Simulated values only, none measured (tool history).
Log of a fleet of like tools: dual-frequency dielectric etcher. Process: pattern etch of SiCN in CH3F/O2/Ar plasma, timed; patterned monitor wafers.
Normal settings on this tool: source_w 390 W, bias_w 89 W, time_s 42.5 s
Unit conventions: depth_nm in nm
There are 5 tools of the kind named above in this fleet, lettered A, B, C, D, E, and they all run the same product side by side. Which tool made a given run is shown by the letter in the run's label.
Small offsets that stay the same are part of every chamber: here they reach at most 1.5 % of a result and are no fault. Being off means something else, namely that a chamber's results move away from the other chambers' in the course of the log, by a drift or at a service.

| run | day | source_w | bias_w | time_s | hours since the last wet clean | hours since the last source power generator calibration | hours since the last bias power generator calibration | read-back reference wafer on the same gauge, depth_nm | depth_nm |
|---|---|---|---|---|---|---|---|---|---|
| 1C | 0.104 | 390 | 89 | 42.5 | 159.7 | 2512.2 | 3043.7 | 15.981 | 17.067 |
| 2B | 0.25 | 390 | 89 | 42.5 | 269 | 628.8 | 3400.5 | 15.99 | 17.101 |
| 3E | 0.4 | 390 | 89 | 42.5 | 417.1 | 2090.8 | 3904.6 | 16.003 | 17.171 |
| 4D | 0.579 | 390 | 89 | 42.5 | 375.3 | 2989.8 | 2474 | 16.021 | 17.126 |
| 5A | 0.742 | 390 | 89 | 42.5 | 137.8 | 3355 | 636.7 | 16.003 | 16.816 |
| 6E | 0.925 | 390 | 70 | 36.5 | 429.7 | 2103.4 | 3917.2 | 15.989 | 13.481 |
| 7B | 1.121 | 390 | 70 | 36.5 | 289.9 | 649.7 | 3421.4 | 15.986 | 13.437 |
| 8D | 1.217 | 390 | 70 | 36.5 | 390.6 | 3005.1 | 2489.3 | 15.985 | 13.354 |
| 9C | 1.321 | 390 | 70 | 36.5 | 188.9 | 2541.4 | 3072.9 | 16.013 | 13.488 |
| 10A | 1.488 | 390 | 70 | 36.5 | 155.7 | 3372.9 | 654.6 | 16.005 | 13.221 |
| 11B | 1.621 | 390 | 89 | 42.5 | 301.9 | 661.7 | 3433.4 | 15.997 | 16.917 |
| 12A | 1.738 | 390 | 89 | 42.5 | 161.7 | 3378.9 | 660.6 | 15.998 | 16.876 |
| 13C | 1.85 | 340 | 89 | 33.5 | 201.6 | 2554.1 | 3085.6 | 16 | 12.707 |
| 14E | 1.992 | 340 | 89 | 33.5 | 455.3 | 2129 | 3942.8 | 16.025 | 12.802 |
| 15D | 2.192 | 340 | 89 | 33.5 | 414 | 3028.5 | 2512.7 | 15.998 | 12.818 |
| 16D | 2.329 | 340 | 89 | 33.5 | 417.3 | 3031.8 | 2516 | 16.012 | 12.787 |
| 17C | 2.525 | 340 | 89 | 33.5 | 217.8 | 2570.3 | 3101.8 | 15.987 | 12.812 |
| 18B | 2.725 | 390 | 89 | 42.5 | 328.4 | 688.2 | 3459.9 | 16.005 | 16.724 |
| 19A | 2.904 | 390 | 89 | 42.5 | 189.7 | 3406.9 | 688.6 | 16 | 16.938 |
| 20E | 3 | 360 | 89 | 42.5 | 479.5 | 2153.2 | 3967 | 16.002 | 16.684 |
|  | 3.079 | chamber D: wet clean of the chamber |
| 21E | 3.125 | 360 | 89 | 42.5 | 482.5 | 2156.2 | 3970 | 15.991 | 16.681 |
| 22D | 3.242 | 360 | 89 | 42.5 | 3.9 | 3053.7 | 2537.9 | 16.012 | 16.541 |
| 23C | 3.371 | 360 | 89 | 42.5 | 238.1 | 2590.6 | 3122.1 | 15.996 | 16.505 |
| 24A | 3.488 | 360 | 89 | 42.5 | 203.7 | 3420.9 | 702.6 | 15.993 | 16.293 |
| 25B | 3.633 | 390 | 89 | 42.5 | 350.2 | 710 | 3481.7 | 15.997 | 16.728 |
| 26B | 3.788 | 390 | 89 | 42.5 | 353.9 | 713.7 | 3485.4 | 16.001 | 16.641 |
| 27A | 3.908 | 390 | 89 | 42.5 | 213.8 | 3431 | 712.7 | 16.003 | 16.897 |
| 28C | 4.108 | 390 | 89 | 42.5 | 255.8 | 2608.3 | 3139.8 | 16.017 | 17.09 |
| 29E | 4.217 | 390 | 89 | 42.5 | 508.7 | 2182.4 | 3996.2 | 15.984 | 16.963 |
| 30D | 4.358 | 390 | 89 | 42.5 | 30.7 | 3080.5 | 2564.7 | 16.002 | 16.883 |
| 31E | 4.529 | 390 | 89 | 42.5 | 516.2 | 2189.9 | 4003.7 | 15.985 | 17.15 |
| 32B | 4.654 | 390 | 89 | 42.5 | 374.7 | 734.5 | 3506.2 | 15.998 | 16.46 |
|  | 4.733 | chamber E: source power generator calibrated |
| 33D | 4.779 | 390 | 89 | 42.5 | 40.8 | 3090.6 | 2574.8 | 15.983 | 17.082 |
|  | 4.796 | chamber D: source power generator calibrated |
| 34A | 4.908 | 390 | 89 | 42.5 | 237.8 | 3455 | 736.7 | 15.999 | 16.783 |
| 35C | 5.025 | 390 | 89 | 42.5 | 277.8 | 2630.3 | 3161.8 | 15.972 | 17.063 |
| 36D | 5.188 | 390 | 89 | 42.5 | 50.6 | 9.4 | 2584.6 | 15.988 | 17.074 |
| 37A | 5.317 | 390 | 89 | 42.5 | 247.6 | 3464.8 | 746.5 | 16.015 | 16.814 |
| 38B | 5.446 | 390 | 89 | 42.5 | 393.7 | 753.5 | 3525.2 | 15.992 | 16.259 |
| 39E | 5.588 | 390 | 89 | 42.5 | 541.6 | 20.5 | 4029.1 | 15.985 | 17.034 |
| 40C | 5.717 | 390 | 99 | 42.5 | 294.4 | 2646.9 | 3178.4 | 16.016 | 17.718 |
| 41C | 5.912 | 390 | 99 | 42.5 | 299.1 | 2651.6 | 3183.1 | 15.991 | 17.606 |

Next, all 5 chambers run the settings below, one line each with question marks for the results. What does each chamber give?
| 42A | 6.058 | 390 | 89 | 42.5 |  |  |  |  | ? |
| 42B | 6.058 | 390 | 89 | 42.5 |  |  |  |  | ? |
| 42C | 6.058 | 390 | 89 | 42.5 |  |  |  |  | ? |
| 42D | 6.058 | 390 | 89 | 42.5 |  |  |  |  | ? |
| 42E | 6.058 | 390 | 89 | 42.5 |  |  |  |  | ? |

| run | depth_nm |
|---|---|
| 42A | 16.836 |
| 42B | 16.174 |
| 42C | 17.089 |
| 42D | 17.035 |
| 42E | 17.053 |
